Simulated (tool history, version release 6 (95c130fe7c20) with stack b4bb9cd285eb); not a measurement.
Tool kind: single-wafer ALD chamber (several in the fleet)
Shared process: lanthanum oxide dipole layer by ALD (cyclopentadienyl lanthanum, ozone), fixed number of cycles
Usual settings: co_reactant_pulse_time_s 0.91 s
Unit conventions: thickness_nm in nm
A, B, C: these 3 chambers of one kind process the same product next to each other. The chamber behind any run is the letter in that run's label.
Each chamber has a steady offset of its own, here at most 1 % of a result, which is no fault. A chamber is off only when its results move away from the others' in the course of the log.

run,hour,co_reactant_pulse_time_s,"read-back reference wafer on the same gauge, thickness_nm",thickness_nm
1A,7.8,0.91,0.52112,0.48104
2C,14.1,0.91,0.52092,0.48341
# hour 17.6: chamber A: thermocouple changed; heater temperature recalibrated
3B,20.4,0.91,0.52098,0.48128
4B,25.9,0.91,0.52076,0.48428
5C,29.7,0.91,0.52087,0.48218
6A,33.5,0.91,0.52134,0.48167
7B,40.5,0.91,0.52090,0.48406
8A,46.8,0.91,0.52120,0.48063
9C,55.0,0.91,0.52088,0.48043
10C,58.9,0.91,0.52132,0.48151
11A,63.7,0.60,0.52113,0.40118
12B,71.2,0.60,0.52065,0.40166
13C,79.6,0.60,0.52102,0.40353
14A,86.9,0.91,0.52114,0.48329
15B,94.6,1.25,0.52104,0.52778
16A,101.1,1.25,0.52111,0.52584
17C,108.8,1.25,0.52082,0.52634
18B,112.6,0.91,0.52082,0.48547
19C,119.2,0.91,0.52092,0.48024
20B,126.8,1.02,0.52067,0.50029
21A,130.5,1.02,0.52106,0.49869
22B,137.4,1.02,0.52075,0.50059
23C,145.4,1.09,0.52080,0.50663
24A,150.2,1.09,0.52098,0.51080
25B,158.6,1.09,0.52083,0.51100
26C,164.8,0.91,0.52132,0.47535
27A,172.8,0.66,0.52133,0.42098
28B,176.8,0.66,0.52087,0.42326
29C,183.5,0.66,0.52114,0.41146
# hour 187.4: chamber C: thermocouple changed; heater temperature recalibrated
30A,190.5,0.91,0.52111,0.48365
31B,194.2,0.91,0.52104,0.48004
32C,202.3,0.91,0.52092,0.47398
33A,210.6,0.91,0.52104,0.48340
34B,218.4,0.91,0.52108,0.48247
35A,226.5,0.91,0.52093,0.48274
36C,232.2,0.91,0.52067,0.46695
37A,237.4,0.91,0.52081,0.48325
38B,244.5,0.91,0.52095,0.48270
39C,249.5,0.91,0.52091,0.46853
40B,254.4,0.91,0.52089,0.48377
41C,258.5,0.91,0.52134,0.46698
42A,266.8,0.91,0.52145,0.48221

Which is it: a chamber that has drifted or been left off by a service, a gauge drift common to all chambers, or only each chamber's usual small offset? If a chamber is off, name it and its likeliest cause.

One chamber, C, drifts off from the rest bit by bit.
Most likely cause: ozone dose below that of a generator just serviced (%) = 9.34.

Below are 4 candidate recipes for chamber C's next run, each the usual settings with a change, their results shown as question marks. Which of them brings C's results back in line with what the other chambers give on the usual settings?
In line here means within this much of the mean the other chambers give on the usual settings: thickness_nm 0.00440 nm
43C-1,272.9,0.83,,?
43C-2,272.9,0.78,,?
43C-3,272.9,1.00,,?
43C-4,272.9,1.09,,?

Mean of the other chambers on the usual settings: thickness_nm 0.48194 nm
run,thickness_nm
43C-1,0.44842
43C-2,0.43629
43C-3,0.48231
43C-4,0.49645
43C-3 is the one that brings the chamber's results back in line with the other chambers.
